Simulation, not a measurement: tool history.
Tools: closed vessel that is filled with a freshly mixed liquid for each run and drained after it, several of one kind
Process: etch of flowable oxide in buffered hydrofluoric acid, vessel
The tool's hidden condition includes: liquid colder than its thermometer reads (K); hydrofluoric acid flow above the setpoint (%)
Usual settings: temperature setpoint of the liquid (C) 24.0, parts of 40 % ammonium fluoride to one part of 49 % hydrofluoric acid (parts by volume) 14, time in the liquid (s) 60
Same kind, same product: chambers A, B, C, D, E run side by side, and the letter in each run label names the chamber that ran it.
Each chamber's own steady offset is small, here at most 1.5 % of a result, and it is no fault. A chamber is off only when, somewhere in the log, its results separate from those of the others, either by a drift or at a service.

run	day	temperature setpoint of the liquid (C)	parts of 40 % ammonium fluoride to one part of 49 % hydrofluoric acid (parts by volume)	time in the liquid (s)	hours since the thermometer was replaced	hours since the hydrofluoric acid flow meter was replaced	read-back film thickness of the flowable oxide reference wafer, read on the same gauge (nm)	thickness taken off the flowable oxide on a monitor wafer (angstrom)
1E	0.342	24.0	14	60	907.6	285.6	109.96	772.74
2A	0.825	24.0	14	60	67.8	149.2	109.98	780.80
3C	1.354	24.0	14	60	2179.9	393.4	109.97	788.80
4B	1.662	24.0	14	60	477.4	643.5	110.00	793.50
5D	1.933	24.0	14	60	961.8	219.6	110.01	759.56
6A	2.400	21.0	14	60	105.6	187.0	109.98	655.37
7B	2.721	21.0	14	60	502.8	668.9	110.01	658.23
8C	3.267	21.0	14	60	2225.8	439.3	110.01	655.82
9D	3.588	21.0	14	60	1001.5	259.3	110.00	632.99
10E	3.904	21.0	14	60	993.1	371.1	110.01	659.59
11A	4.279	24.0	14	60	150.7	232.1	110.03	782.91
12C	4.821	24.0	14	60	2263.1	476.6	109.98	775.73
# day 5.008: chamber C: thermometer replaced
13E	5.288	24.0	14	60	1026.3	404.3	110.00	787.68
14D	5.533	24.0	14	60	1048.2	306.0	110.00	735.02
15B	6.008	24.0	14	50	581.7	747.8	110.03	659.56
16D	6.392	24.0	14	50	1068.8	326.6	110.01	624.06
17A	6.758	24.0	14	50	210.2	291.6	110.00	647.45
18C	7.092	24.0	14	50	50.0	531.1	110.01	642.95
19B	7.350	24.0	14	50	613.9	780.0	110.03	650.92
20E	7.683	28.5	18	60	1083.8	461.8	109.98	770.14
21A	7.929	28.5	18	60	238.3	319.7	110.01	764.03
22E	8.367	28.5	18	60	1100.2	478.2	109.98	778.07
23B	8.642	28.5	18	60	644.9	811.0	110.01	775.15
24D	8.954	28.5	18	60	1130.3	388.1	110.04	725.56
25C	9.392	24.0	14	60	105.2	586.3	109.99	789.34
26E	9.650	24.0	14	60	1131.0	509.0	109.99	780.56
27B	10.075	24.0	14	60	679.3	845.4	110.01	781.60
28D	10.617	24.0	14	60	1170.2	428.0	109.99	714.88
29C	10.942	24.0	14	60	142.4	623.5	109.99	786.35
30A	11.250	24.0	14	60	318.0	399.4	109.99	762.65

For the next run the whole fleet of 5 chambers uses the same settings. Give each chamber's results:
31A	11.658	24.0	14	45				?
31B	11.658	24.0	14	45				?
31C	11.658	24.0	14	45				?
31D	11.658	24.0	14	45				?
31E	11.658	24.0	14	45				?

run	thickness taken off the flowable oxide on a monitor wafer (angstrom)
31A	571.93
31B	586.78
31C	575.09
31D	543.79
31E	588.27
